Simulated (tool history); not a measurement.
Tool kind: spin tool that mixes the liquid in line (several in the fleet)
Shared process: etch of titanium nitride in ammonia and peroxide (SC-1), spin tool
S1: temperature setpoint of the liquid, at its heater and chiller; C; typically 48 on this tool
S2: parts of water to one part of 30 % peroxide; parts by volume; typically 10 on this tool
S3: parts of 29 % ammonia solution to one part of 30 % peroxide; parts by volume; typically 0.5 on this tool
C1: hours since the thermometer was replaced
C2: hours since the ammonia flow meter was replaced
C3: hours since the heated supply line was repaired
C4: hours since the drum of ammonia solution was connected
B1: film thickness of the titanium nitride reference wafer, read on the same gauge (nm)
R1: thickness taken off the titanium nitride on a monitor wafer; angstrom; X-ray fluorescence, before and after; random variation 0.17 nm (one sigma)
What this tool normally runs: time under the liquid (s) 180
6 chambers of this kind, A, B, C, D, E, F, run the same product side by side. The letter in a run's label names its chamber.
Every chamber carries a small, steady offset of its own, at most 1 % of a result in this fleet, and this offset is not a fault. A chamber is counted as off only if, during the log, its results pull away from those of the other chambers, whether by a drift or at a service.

Run 1C, day 0.158: usual settings; C1 488.8; C2 785.4; C3 235; C4 640.8; B1 130. Result: R1 173.2 angstrom.
Run 2B, day 0.358: usual settings; C1 2418.9; C2 90; C3 1188.4; C4 138.7; B1 130.01. Result: R1 174.88 angstrom.
Run 3E, day 0.475: usual settings; C1 399.7; C2 1564; C3 797.6; C4 210.5; B1 129.98. Result: R1 170.18 angstrom.
Run 4F, day 0.633: usual settings; C1 962; C2 949.7; C3 293.9; C4 287.8; B1 129.99. Result: R1 176.02 angstrom.
Run 5D, day 0.883: usual settings; C1 872.3; C2 881.7; C3 1804.2; C4 285.5; B1 130.01. Result: R1 173.62 angstrom.
Run 6A, day 1.054: usual settings; C1 1354.3; C2 124.6; C3 1116; C4 181.8; B1 130.01. Result: R1 177.57 angstrom.
Run 7E, day 1.254: usual settings; C1 418.4; C2 1582.7; C3 816.3; C4 229.2; B1 130. Result: R1 171.96 angstrom.
Run 8F, day 1.421: usual settings; C1 980.9; C2 968.6; C3 312.8; C4 306.7; B1 130.02. Result: R1 172.94 angstrom.
Run 9A, day 1.592: usual settings; C1 1367.2; C2 137.5; C3 1128.9; C4 194.7; B1 130.01. Result: R1 173.89 angstrom.
Run 10D, day 1.817: usual settings; C1 894.7; C2 904.1; C3 1826.6; C4 307.9; B1 130.01. Result: R1 175.05 angstrom.
Run 11C, day 1.992: usual settings; C1 532.8; C2 829.4; C3 279; C4 684.8; B1 130.02. Result: R1 170.45 angstrom.
Run 12B, day 2.183: usual settings but S1 52 C, S3 0.35 parts by volume; C1 2462.7; C2 133.8; C3 1232.2; C4 182.5; B1 130.03. Result: R1 221.48 angstrom.
Run 13E, day 2.346: usual settings but S1 52 C, S3 0.35 parts by volume; C1 444.6; C2 1608.9; C3 842.5; C4 255.4; B1 130. Result: R1 208.96 angstrom.
Run 14C, day 2.512: usual settings but S1 52 C, S3 0.35 parts by volume; C1 545.3; C2 841.9; C3 291.5; C4 697.3; B1 130.03. Result: R1 209.28 angstrom.
Run 15F, day 2.642: usual settings but S1 52 C, S3 0.35 parts by volume; C1 1010.2; C2 997.9; C3 342.1; C4 336; B1 130.02. Result: R1 213.9 angstrom.
At day 2.825: chamber C: thermometer replaced.
Run 16A, day 2.838: usual settings but S1 52 C, S3 0.35 parts by volume; C1 1397.1; C2 167.4; C3 1158.8; C4 224.6; B1 129.99. Result: R1 215.8 angstrom.
Run 17B, day 3.096: usual settings but S1 52 C, S3 0.35 parts by volume; C1 2484.6; C2 155.7; C3 1254.1; C4 204.4; B1 129.97. Result: R1 214.83 angstrom.
Run 18D, day 3.292: usual settings; C1 930.1; C2 939.5; C3 1862; C4 343.3; B1 130.01. Result: R1 173.54 angstrom.
Run 19A, day 3.488: usual settings; C1 1412.7; C2 183; C3 1174.4; C4 240.2; B1 130.02. Result: R1 177.62 angstrom.
Run 20E, day 3.721: usual settings; C1 477.6; C2 1641.9; C3 875.5; C4 288.4; B1 130. Result: R1 166.26 angstrom.
Run 21D, day 3.896: usual settings; C1 944.6; C2 954; C3 1876.5; C4 357.8; B1 129.99. Result: R1 172.62 angstrom.
Run 22C, day 4.046: usual settings; C1 29.3; C2 878.7; C3 328.3; C4 734.1; B1 130. Result: R1 173.49 angstrom.
Run 23B, day 4.229: usual settings; C1 2511.8; C2 182.9; C3 1281.3; C4 231.6; B1 130.01. Result: R1 175.35 angstrom.
Run 24F, day 4.475: usual settings; C1 1054.2; C2 1041.9; C3 386.1; C4 380; B1 129.99. Result: R1 174.47 angstrom.
Run 25D, day 4.6: usual settings; C1 961.5; C2 970.9; C3 1893.4; C4 374.7; B1 130. Result: R1 174.75 angstrom.
At day 4.658: chamber F: thermometer replaced.
Run 26B, day 4.838: usual settings; C1 2526.4; C2 197.5; C3 1295.9; C4 246.2; B1 130. Result: R1 173.82 angstrom.
At day 4.967: chamber B: heated supply line repaired.
Run 27E, day 5.071: usual settings; C1 510; C2 1674.3; C3 907.9; C4 320.8; B1 130.02. Result: R1 162.32 angstrom.
Run 28C, day 5.292: usual settings but time under the liquid (s) 280; C1 59.2; C2 908.6; C3 358.2; C4 764; B1 130. Result: R1 270.07 angstrom.
Run 29A, day 5.479: usual settings but time under the liquid (s) 280; C1 1460.5; C2 230.8; C3 1222.2; C4 288; B1 130.01. Result: R1 269.93 angstrom.
Run 30F, day 5.721: usual settings but time under the liquid (s) 280; C1 25.5; C2 1071.8; C3 416; C4 409.9; B1 130.02. Result: R1 273.22 angstrom.
At day 5.912: chamber D: thermometer replaced.
Run 31A, day 5.95: usual settings but time under the liquid (s) 280; C1 1471.8; C2 242.1; C3 1233.5; C4 299.3; B1 129.99. Result: R1 271.61 angstrom.
Run 32D, day 6.083: usual settings but time under the liquid (s) 280; C1 4.2; C2 1006.5; C3 1929; C4 410.3; B1 130. Result: R1 271.37 angstrom.
Run 33F, day 6.25: usual settings but time under the liquid (s) 280; C1 38.2; C2 1084.5; C3 428.7; C4 422.6; B1 130.01. Result: R1 269.56 angstrom.
Run 34C, day 6.404: usual settings; C1 85.9; C2 935.3; C3 384.9; C4 790.7; B1 129.98. Result: R1 169.95 angstrom.
Run 35B, day 6.521: usual settings; C1 2566.8; C2 237.9; C3 37.3; C4 286.6; B1 130.03. Result: R1 175.76 angstrom.
At day 6.625: chamber E: new drum of ammonia solution connected.
Run 36E, day 6.712: usual settings but S1 53 C, S3 0.4 parts by volume; C1 549.4; C2 1713.7; C3 947.3; C4 2.1; B1 130. Result: R1 223.7 angstrom.
Run 37B, day 6.967: usual settings but S1 53 C, S3 0.4 parts by volume; C1 2577.5; C2 248.6; C3 48; C4 297.3; B1 130. Result: R1 241.18 angstrom.

Is one chamber out of step, is the gauge drifting, or do the chambers differ by no more than their own small offsets? For an off chamber, give its letter and the likeliest cause.

One chamber, E, drifts off from the rest bit by bit.
Cause: temperature lost on the way to the wafer (K) = 1.13.
It could be hard to tell apart here from: liquid colder than its thermometer reads (K).

Chamber E could run next with any of the 4 candidate recipes listed below; each alters the usual settings, and their results appear as question marks. Which one brings its results back in line with what the other chambers deliver on the usual settings?
A result is in line if it is within this distance of the other chambers' mean on the usual settings: R1 6 angstrom
Run 38E-1, day 7.154: usual settings but S1 49.5 C, S2 9.5 parts by volume. Result: R1 ?.
Run 38E-2, day 7.154: usual settings but S1 47 C, time under the liquid (s) 170. Result: R1 ?.
Run 38E-3, day 7.154: usual settings but S2 8.5 parts by volume. Result: R1 ?.
Run 38E-4, day 7.154: usual settings but time under the liquid (s) 165. Result: R1 ?.

Usual-settings mean across the other chambers: R1 173.86 angstrom
  run      R1
38E-1  183.14
38E-2  140.85
38E-3  174.26
38E-4  146.92
Change 38E-3 lands the chamber within the allowed miss of the other chambers.
